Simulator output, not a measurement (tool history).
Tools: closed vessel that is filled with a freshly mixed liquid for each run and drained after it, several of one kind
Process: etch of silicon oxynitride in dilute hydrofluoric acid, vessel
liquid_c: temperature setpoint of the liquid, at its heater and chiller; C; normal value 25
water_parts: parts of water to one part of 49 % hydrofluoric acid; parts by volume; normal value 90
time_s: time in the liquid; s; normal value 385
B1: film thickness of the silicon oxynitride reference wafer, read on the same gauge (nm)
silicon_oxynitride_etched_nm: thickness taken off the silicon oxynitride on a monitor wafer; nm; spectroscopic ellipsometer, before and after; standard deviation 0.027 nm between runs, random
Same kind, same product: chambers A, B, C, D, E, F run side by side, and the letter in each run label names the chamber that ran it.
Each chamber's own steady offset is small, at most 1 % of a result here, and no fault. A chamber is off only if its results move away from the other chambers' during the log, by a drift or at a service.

run 1D hour=6.7 | liquid_c=25 water_parts=90 time_s=385 | B1=29.994 | silicon_oxynitride_etched_nm=6.4873
run 2C hour=11.0 | liquid_c=25 water_parts=90 time_s=385 | B1=30.054 | silicon_oxynitride_etched_nm=6.4832
run 3E hour=15.2 | liquid_c=25 water_parts=90 time_s=385 | B1=30.028 | silicon_oxynitride_etched_nm=6.5493
run 4A hour=20.5 | liquid_c=25 water_parts=90 time_s=385 | B1=30.008 | silicon_oxynitride_etched_nm=6.5339
run 5B hour=26.3 | liquid_c=25 water_parts=90 time_s=385 | B1=30.044 | silicon_oxynitride_etched_nm=6.5683
run 6F hour=30.5 | liquid_c=25 water_parts=90 time_s=385 | B1=29.972 | silicon_oxynitride_etched_nm=6.5312
run 7C hour=35.8 | liquid_c=25 water_parts=90 time_s=385 | B1=30.014 | silicon_oxynitride_etched_nm=6.5508
run 8E hour=41.8 | liquid_c=25 water_parts=55 time_s=385 | B1=29.999 | silicon_oxynitride_etched_nm=11.1420
run 9D hour=46.9 | liquid_c=25 water_parts=55 time_s=385 | B1=29.959 | silicon_oxynitride_etched_nm=10.7890
run 10A hour=52.3 | liquid_c=25 water_parts=55 time_s=385 | B1=29.970 | silicon_oxynitride_etched_nm=10.8620
run 11B hour=56.4 | liquid_c=25 water_parts=55 time_s=385 | B1=29.976 | silicon_oxynitride_etched_nm=11.2000
run 12F hour=62.3 | liquid_c=25 water_parts=55 time_s=385 | B1=30.000 | silicon_oxynitride_etched_nm=10.9470
run 13B hour=68.1 | liquid_c=25 water_parts=55 time_s=385 | B1=30.032 | silicon_oxynitride_etched_nm=11.1700
run 14C hour=75.1 | liquid_c=25 water_parts=90 time_s=385 | B1=29.971 | silicon_oxynitride_etched_nm=6.5248
run 15F hour=80.9 | liquid_c=25 water_parts=90 time_s=385 | B1=29.989 | silicon_oxynitride_etched_nm=6.5021
run 16A hour=84.5 | liquid_c=25 water_parts=90 time_s=385 | B1=29.987 | silicon_oxynitride_etched_nm=6.5535
run 17E hour=89.7 | liquid_c=25 water_parts=90 time_s=385 | B1=29.997 | silicon_oxynitride_etched_nm=6.5775
run 18D hour=94.9 | liquid_c=25 water_parts=90 time_s=385 | B1=29.994 | silicon_oxynitride_etched_nm=6.4445
run 19F hour=98.2 | liquid_c=25 water_parts=90 time_s=385 | B1=30.029 | silicon_oxynitride_etched_nm=6.5131
run 20A hour=104.7 | liquid_c=25 water_parts=90 time_s=385 | B1=29.998 | silicon_oxynitride_etched_nm=6.4459
run 21E hour=109.6 | liquid_c=25 water_parts=90 time_s=385 | B1=29.995 | silicon_oxynitride_etched_nm=6.6035
run 22B hour=114.3 | liquid_c=25 water_parts=90 time_s=385 | B1=30.016 | silicon_oxynitride_etched_nm=6.5659
run 23D hour=118.3 | liquid_c=25 water_parts=90 time_s=385 | B1=30.003 | silicon_oxynitride_etched_nm=6.4901
run 24C hour=123.6 | liquid_c=25 water_parts=90 time_s=385 | B1=29.975 | silicon_oxynitride_etched_nm=6.5367
-- hour=123.8 chamber C: thermometer replaced
run 25C hour=128.3 | liquid_c=25 water_parts=90 time_s=385 | B1=29.997 | silicon_oxynitride_etched_nm=6.5369
run 26E hour=134.1 | liquid_c=25 water_parts=90 time_s=385 | B1=29.992 | silicon_oxynitride_etched_nm=6.5672
run 27F hour=138.3 | liquid_c=25 water_parts=90 time_s=385 | B1=30.026 | silicon_oxynitride_etched_nm=6.4796
run 28A hour=142.6 | liquid_c=25 water_parts=90 time_s=230 | B1=29.956 | silicon_oxynitride_etched_nm=3.8467
run 29D hour=147.3 | liquid_c=25 water_parts=90 time_s=230 | B1=29.998 | silicon_oxynitride_etched_nm=3.8573
run 30B hour=152.0 | liquid_c=25 water_parts=90 time_s=230 | B1=29.968 | silicon_oxynitride_etched_nm=3.9352
run 31E hour=159.0 | liquid_c=25 water_parts=90 time_s=230 | B1=30.024 | silicon_oxynitride_etched_nm=3.9278
run 32B hour=164.8 | liquid_c=25 water_parts=90 time_s=230 | B1=30.009 | silicon_oxynitride_etched_nm=3.9230
run 33A hour=171.9 | liquid_c=25 water_parts=90 time_s=230 | B1=30.004 | silicon_oxynitride_etched_nm=3.8148
run 34C hour=177.8 | liquid_c=25 water_parts=110 time_s=220 | B1=29.997 | silicon_oxynitride_etched_nm=2.9880
run 35F hour=184.2 | liquid_c=25 water_parts=110 time_s=220 | B1=30.036 | silicon_oxynitride_etched_nm=2.9644
run 36D hour=190.0 | liquid_c=25 water_parts=110 time_s=220 | B1=29.926 | silicon_oxynitride_etched_nm=2.9617
run 37B hour=194.6 | liquid_c=25 water_parts=110 time_s=220 | B1=29.981 | silicon_oxynitride_etched_nm=3.0028
run 38A hour=200.0 | liquid_c=25 water_parts=110 time_s=220 | B1=29.946 | silicon_oxynitride_etched_nm=2.9177
run 39C hour=204.3 | liquid_c=25 water_parts=110 time_s=220 | B1=30.018 | silicon_oxynitride_etched_nm=2.9821
run 40E hour=210.1 | liquid_c=25 water_parts=90 time_s=385 | B1=30.042 | silicon_oxynitride_etched_nm=6.5971

What goes on in this fleet: one chamber off, a drifting gauge, or nothing beyond the chambers' own small offsets? Name the chamber and the cause, if any.

Chamber A drifts away from the others.
Most likely cause: hydrofluoric acid flow below the setpoint (%) = 2.34.
With only this log, it may be confused with: liquid colder than its thermometer reads (K).

Below are 4 candidate recipes for chamber A's next run, each the usual settings with a change, their results shown as question marks. Which of them brings A's results back in line with what the other chambers give on the usual settings?
In-line tolerance around the mean of the other chambers on the usual settings: silicon_oxynitride_etched_nm 0.0950 nm
run 41A-1 hour=215.3 | liquid_c=25.0 water_parts=90 time_s=360 | silicon_oxynitride_etched_nm=?
run 41A-2 hour=215.3 | liquid_c=24.5 water_parts=90 time_s=385 | silicon_oxynitride_etched_nm=?
run 41A-3 hour=215.3 | liquid_c=25.0 water_parts=85 time_s=385 | silicon_oxynitride_etched_nm=?
run 41A-4 hour=215.3 | liquid_c=25.0 water_parts=90 time_s=395 | silicon_oxynitride_etched_nm=?

What the other chambers average on the usual settings: silicon_oxynitride_etched_nm 6.5200 nm
run=41A-1 silicon_oxynitride_etched_nm=5.9236
run=41A-2 silicon_oxynitride_etched_nm=6.1902
run=41A-3 silicon_oxynitride_etched_nm=6.7334
run=41A-4 silicon_oxynitride_etched_nm=6.4995
The right change is 41A-4: it brings the chamber back within the allowed miss of the others.

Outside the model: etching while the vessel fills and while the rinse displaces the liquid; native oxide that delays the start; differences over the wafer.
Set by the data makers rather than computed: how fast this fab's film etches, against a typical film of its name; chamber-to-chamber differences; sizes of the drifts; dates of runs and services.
